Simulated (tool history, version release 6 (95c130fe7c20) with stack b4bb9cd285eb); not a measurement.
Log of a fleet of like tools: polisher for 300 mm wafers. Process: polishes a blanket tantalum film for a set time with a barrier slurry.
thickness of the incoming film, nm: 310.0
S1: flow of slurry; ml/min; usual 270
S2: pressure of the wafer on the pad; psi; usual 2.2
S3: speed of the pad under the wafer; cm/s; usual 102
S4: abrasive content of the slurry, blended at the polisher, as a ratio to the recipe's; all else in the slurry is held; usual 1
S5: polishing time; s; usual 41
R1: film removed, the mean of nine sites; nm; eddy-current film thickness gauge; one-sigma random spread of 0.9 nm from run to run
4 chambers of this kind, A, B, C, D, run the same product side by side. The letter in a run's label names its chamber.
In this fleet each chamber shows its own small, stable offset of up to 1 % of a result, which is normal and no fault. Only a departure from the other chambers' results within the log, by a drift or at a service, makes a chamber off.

run 1A hour=6.2 | S1=270 S2=2.2 S3=102 S4=1 S5=41 | R1=71.304
run 2C hour=9.8 | S1=270 S2=2.2 S3=102 S4=1 S5=41 | R1=72.835
-- hour=12.6 chamber C: worn pad replaced by a new one
run 3D hour=14.1 | S1=270 S2=2.2 S3=102 S4=1 S5=41 | R1=72.273
-- hour=14.8 chamber C: slurry nozzle cleaned
run 4B hour=19.3 | S1=270 S2=2.2 S3=102 S4=1 S5=41 | R1=73.379
-- hour=21.9 chamber D: head pressure recalibrated
-- hour=23.8 chamber D: slurry blender recalibrated
run 5A hour=24.2 | S1=270 S2=2.2 S3=102 S4=1 S5=41 | R1=71.433
-- hour=28.7 chamber A: worn pad replaced by a new one
run 6B hour=29.1 | S1=270 S2=2.2 S3=102 S4=1 S5=41 | R1=70.488
run 7D hour=32.3 | S1=270 S2=2.2 S3=102 S4=1 S5=41 | R1=72.953
-- hour=37.3 chamber B: worn pad replaced by a new one
run 8C hour=38.3 | S1=270 S2=2.2 S3=102 S4=1 S5=41 | R1=72.694
run 9C hour=41.2 | S1=270 S2=2.2 S3=102 S4=1 S5=41 | R1=72.660
run 10B hour=47.4 | S1=185 S2=2.2 S3=124 S4=1 S5=41 | R1=82.405
-- hour=51.0 chamber C: worn pad replaced by a new one
run 11A hour=52.2 | S1=185 S2=2.2 S3=124 S4=1 S5=41 | R1=83.860
run 12D hour=55.4 | S1=185 S2=2.2 S3=124 S4=1 S5=41 | R1=83.559
run 13A hour=60.4 | S1=185 S2=2.2 S3=124 S4=1 S5=41 | R1=81.198
run 14D hour=64.5 | S1=270 S2=2.2 S3=102 S4=1 S5=41 | R1=72.453
run 15C hour=69.3 | S1=270 S2=2.2 S3=102 S4=1 S5=41 | R1=73.508
-- hour=70.3 chamber D: worn pad replaced by a new one
run 16B hour=73.3 | S1=270 S2=2.2 S3=102 S4=1 S5=41 | R1=69.367
run 17D hour=77.3 | S1=270 S2=2.2 S3=102 S4=1 S5=41 | R1=72.768
run 18B hour=81.7 | S1=270 S2=2.2 S3=102 S4=1 S5=41 | R1=69.777
run 19A hour=87.5 | S1=270 S2=2.2 S3=102 S4=1 S5=41 | R1=71.907
-- hour=89.9 chamber C: worn pad replaced by a new one
-- hour=91.0 chamber B: worn pad replaced by a new one
run 20C hour=92.0 | S1=270 S2=2.2 S3=102 S4=1 S5=41 | R1=73.151
run 21B hour=97.8 | S1=270 S2=2.2 S3=102 S4=1 S5=41 | R1=70.486
-- hour=103.0 chamber A: slurry blender recalibrated
run 22C hour=103.0 | S1=270 S2=2.2 S3=102 S4=1 S5=41 | R1=73.724
run 23D hour=108.7 | S1=270 S2=2.2 S3=128 S4=1 S5=41 | R1=87.382
run 24A hour=111.5 | S1=270 S2=2.2 S3=128 S4=1 S5=41 | R1=90.840
run 25C hour=115.6 | S1=270 S2=2.2 S3=128 S4=1 S5=41 | R1=92.295
run 26A hour=120.8 | S1=270 S2=2.2 S3=128 S4=1 S5=41 | R1=91.355
run 27B hour=127.1 | S1=270 S2=2.2 S3=102 S4=1 S5=41 | R1=67.623

Each of the 4 chambers runs these same settings next. Fill in every chamber's results:
run 28A hour=131.6 | S1=230 S2=2.2 S3=102 S4=1 S5=41 | R1=?
run 28B hour=131.6 | S1=230 S2=2.2 S3=102 S4=1 S5=41 | R1=?
run 28C hour=131.6 | S1=230 S2=2.2 S3=102 S4=1 S5=41 | R1=?
run 28D hour=131.6 | S1=230 S2=2.2 S3=102 S4=1 S5=41 | R1=?

run=28A R1=70.740
run=28B R1=65.834
run=28C R1=71.821
run=28D R1=69.756

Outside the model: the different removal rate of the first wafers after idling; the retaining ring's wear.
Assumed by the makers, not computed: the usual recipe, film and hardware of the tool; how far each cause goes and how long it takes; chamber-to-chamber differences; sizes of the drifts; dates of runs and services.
